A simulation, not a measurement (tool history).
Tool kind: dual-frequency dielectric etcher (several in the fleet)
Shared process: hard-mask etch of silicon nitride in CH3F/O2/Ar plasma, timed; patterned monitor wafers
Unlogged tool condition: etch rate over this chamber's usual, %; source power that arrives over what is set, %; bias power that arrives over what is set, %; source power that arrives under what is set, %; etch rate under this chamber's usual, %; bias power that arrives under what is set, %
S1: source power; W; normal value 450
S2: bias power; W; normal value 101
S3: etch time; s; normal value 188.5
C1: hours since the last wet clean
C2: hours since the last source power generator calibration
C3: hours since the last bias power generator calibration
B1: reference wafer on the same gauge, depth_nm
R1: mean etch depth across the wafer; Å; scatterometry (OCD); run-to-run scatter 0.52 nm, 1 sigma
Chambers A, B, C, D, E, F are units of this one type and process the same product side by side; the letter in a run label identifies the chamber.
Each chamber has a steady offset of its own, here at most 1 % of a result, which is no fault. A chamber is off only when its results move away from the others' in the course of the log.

{"run": "1D", "day": 0.129, "S1": 450, "S2": 101, "S3": 188.5, "C1": 201.2, "C2": 2216.4, "C3": 877.9, "B1": 185.83, "R1": 1538.1}
{"run": "2B", "day": 0.321, "S1": 450, "S2": 101, "S3": 188.5, "C1": 61.2, "C2": 1348.4, "C3": 218.2, "B1": 186.05, "R1": 1568.8}
{"run": "3C", "day": 0.421, "S1": 450, "S2": 101, "S3": 188.5, "C1": 460.6, "C2": 2021.8, "C3": 3700.9, "B1": 186.03, "R1": 1559.5}
{"run": "4E", "day": 0.575, "S1": 450, "S2": 101, "S3": 188.5, "C1": 551.1, "C2": 1003.3, "C3": 1916.2, "B1": 185.85, "R1": 1548.3}
{"run": "5A", "day": 0.725, "S1": 450, "S2": 101, "S3": 188.5, "C1": 339.7, "C2": 302.4, "C3": 1436.7, "B1": 185.95, "R1": 1547.8}
{"run": "6F", "day": 0.862, "S1": 450, "S2": 101, "S3": 188.5, "C1": 365.7, "C2": 1278.9, "C3": 679.2, "B1": 185.87, "R1": 1548.2}
{"run": "7D", "day": 0.979, "S1": 450, "S2": 101, "S3": 188.5, "C1": 221.6, "C2": 2236.8, "C3": 898.3, "B1": 185.93, "R1": 1543.4}
{"run": "8F", "day": 1.158, "S1": 450, "S2": 101, "S3": 188.5, "C1": 372.8, "C2": 1286, "C3": 686.3, "B1": 186.02, "R1": 1548.6}
{"run": "9A", "day": 1.325, "S1": 530, "S2": 101, "S3": 160.5, "C1": 354.1, "C2": 316.8, "C3": 1451.1, "B1": 185.96, "R1": 1405.8}
{"run": "10B", "day": 1.454, "S1": 530, "S2": 101, "S3": 160.5, "C1": 88.4, "C2": 1375.6, "C3": 245.4, "B1": 185.9, "R1": 1418.2}
{"run": "11E", "day": 1.575, "S1": 530, "S2": 101, "S3": 160.5, "C1": 575.1, "C2": 1027.3, "C3": 1940.2, "B1": 186.03, "R1": 1400.9}
{"run": "12C", "day": 1.704, "S1": 530, "S2": 101, "S3": 160.5, "C1": 491.4, "C2": 2052.6, "C3": 3731.7, "B1": 186.02, "R1": 1405.4}
{"run": "13A", "day": 1.796, "S1": 530, "S2": 101, "S3": 160.5, "C1": 365.4, "C2": 328.1, "C3": 1462.4, "B1": 185.95, "R1": 1404.3}
{"run": "14B", "day": 2.004, "S1": 530, "S2": 101, "S3": 160.5, "C1": 101.6, "C2": 1388.8, "C3": 258.6, "B1": 185.97, "R1": 1416.1}
{"run": "15F", "day": 2.154, "S1": 450, "S2": 101, "S3": 188.5, "C1": 396.7, "C2": 1309.9, "C3": 710.2, "B1": 185.89, "R1": 1551.5}
{"run": "16E", "day": 2.254, "S1": 450, "S2": 101, "S3": 188.5, "C1": 591.4, "C2": 1043.6, "C3": 1956.5, "B1": 185.91, "R1": 1552.6}
{"run": "17D", "day": 2.458, "S1": 450, "S2": 101, "S3": 188.5, "C1": 257.1, "C2": 2272.3, "C3": 933.8, "B1": 185.94, "R1": 1544.3}
{"run": "18C", "day": 2.662, "S1": 450, "S2": 101, "S3": 188.5, "C1": 514.4, "C2": 2075.6, "C3": 3754.7, "B1": 186.1, "R1": 1548.8}
{"run": "19D", "day": 2.762, "S1": 450, "S2": 101, "S3": 188.5, "C1": 264.4, "C2": 2279.6, "C3": 941.1, "B1": 186.09, "R1": 1545.4}
{"run": "20E", "day": 2.875, "S1": 450, "S2": 101, "S3": 188.5, "C1": 606.3, "C2": 1058.5, "C3": 1971.4, "B1": 185.98, "R1": 1547.7}
{"run": "21C", "day": 3.029, "S1": 450, "S2": 101, "S3": 188.5, "C1": 523.2, "C2": 2084.4, "C3": 3763.5, "B1": 185.86, "R1": 1567.4}
{"run": "22F", "day": 3.217, "S1": 450, "S2": 78, "S3": 188.5, "C1": 422.2, "C2": 1335.4, "C3": 735.7, "B1": 186, "R1": 1412.6}
{"day": 3.262, "done": "chamber E: wet clean of the chamber"}
{"run": "23A", "day": 3.35, "S1": 450, "S2": 78, "S3": 188.5, "C1": 402.7, "C2": 365.4, "C3": 1499.7, "B1": 185.96, "R1": 1410.2}
{"run": "24B", "day": 3.458, "S1": 450, "S2": 78, "S3": 188.5, "C1": 136.5, "C2": 1423.7, "C3": 293.5, "B1": 186.1, "R1": 1432.3}
{"run": "25B", "day": 3.546, "S1": 450, "S2": 78, "S3": 188.5, "C1": 138.6, "C2": 1425.8, "C3": 295.6, "B1": 185.91, "R1": 1433.9}
{"run": "26A", "day": 3.738, "S1": 450, "S2": 78, "S3": 188.5, "C1": 412, "C2": 374.7, "C3": 1509, "B1": 186.14, "R1": 1412.7}
{"run": "27E", "day": 3.925, "S1": 450, "S2": 78, "S3": 188.5, "C1": 16, "C2": 1083.7, "C3": 1996.6, "B1": 186.11, "R1": 1373.9}
{"run": "28C", "day": 4.117, "S1": 450, "S2": 101, "S3": 188.5, "C1": 549.3, "C2": 2110.5, "C3": 3789.6, "B1": 185.8, "R1": 1564.1}
{"run": "29F", "day": 4.208, "S1": 450, "S2": 101, "S3": 188.5, "C1": 446, "C2": 1359.2, "C3": 759.5, "B1": 185.97, "R1": 1554.4}
{"run": "30D", "day": 4.375, "S1": 450, "S2": 101, "S3": 188.5, "C1": 303.1, "C2": 2318.3, "C3": 979.8, "B1": 185.91, "R1": 1554.8}
{"run": "31C", "day": 4.538, "S1": 450, "S2": 101, "S3": 188.5, "C1": 559.4, "C2": 2120.6, "C3": 3799.7, "B1": 185.97, "R1": 1554.9}
{"run": "32A", "day": 4.629, "S1": 450, "S2": 101, "S3": 188.5, "C1": 433.4, "C2": 396.1, "C3": 1530.4, "B1": 185.97, "R1": 1547.9}
{"run": "33D", "day": 4.775, "S1": 450, "S2": 101, "S3": 188.5, "C1": 312.7, "C2": 2327.9, "C3": 989.4, "B1": 186.09, "R1": 1551.4}
{"run": "34F", "day": 4.929, "S1": 450, "S2": 101, "S3": 188.5, "C1": 463.3, "C2": 1376.5, "C3": 776.8, "B1": 186.15, "R1": 1563.6}
{"run": "35E", "day": 5.096, "S1": 450, "S2": 101, "S3": 188.5, "C1": 44.1, "C2": 1111.8, "C3": 2024.7, "B1": 185.94, "R1": 1512.9}
{"run": "36B", "day": 5.208, "S1": 450, "S2": 101, "S3": 188.5, "C1": 178.5, "C2": 1465.7, "C3": 335.5, "B1": 185.97, "R1": 1557.2}
{"run": "37B", "day": 5.346, "S1": 450, "S2": 101, "S3": 188.5, "C1": 181.8, "C2": 1469, "C3": 338.8, "B1": 186.03, "R1": 1570.6}
{"day": 5.442, "done": "chamber C: wet clean of the chamber"}
{"run": "38E", "day": 5.483, "S1": 450, "S2": 101, "S3": 188.5, "C1": 53.4, "C2": 1121.1, "C3": 2034, "B1": 185.89, "R1": 1510.6}
{"run": "39D", "day": 5.671, "S1": 450, "S2": 101, "S3": 188.5, "C1": 334.2, "C2": 2349.4, "C3": 1010.9, "B1": 186.04, "R1": 1548.2}
{"run": "40F", "day": 5.854, "S1": 450, "S2": 101, "S3": 188.5, "C1": 485.5, "C2": 1398.7, "C3": 799, "B1": 186.11, "R1": 1552.9}
{"run": "41A", "day": 5.958, "S1": 450, "S2": 101, "S3": 188.5, "C1": 465.3, "C2": 428, "C3": 1562.3, "B1": 186.08, "R1": 1551.9}
{"run": "42C", "day": 6.142, "S1": 450, "S2": 113, "S3": 188.5, "C1": 16.8, "C2": 2159.1, "C3": 3838.2, "B1": 186, "R1": 1627.3}

Has any chamber moved away from the others, gradually or after a service, or does the common gauge drift, or do the chambers differ only by their own small steady offsets? State the chamber and the most likely cause if one applies.

A service left chamber E off against the others.
Most likely cause: etch rate under this chamber's usual, % = 2.65.

Chamber E could run next with any of the 4 candidate recipes listed below; each alters the usual settings, and their results appear as question marks. Which one brings its results back in line with what the other chambers deliver on the usual settings?
Allowed miss from the other chambers' usual-settings mean, per result, to count as in line: R1 18 Å
{"run": "43E-1", "day": 6.292, "S1": 440, "S2": 101, "S3": 178, "R1": "?"}
{"run": "43E-2", "day": 6.292, "S1": 450, "S2": 102, "S3": 193, "R1": "?"}
{"run": "43E-3", "day": 6.292, "S1": 490, "S2": 109, "S3": 188.5, "R1": "?"}
{"run": "43E-4", "day": 6.292, "S1": 450, "S2": 101, "S3": 183, "R1": "?"}

What the other chambers average on the usual settings: R1 1555.3 Å
run=43E-1 R1=1413.6
run=43E-2 R1=1551.2
run=43E-3 R1=1602.8
run=43E-4 R1=1465.5
With 43E-2, the chamber falls back in line with the rest.
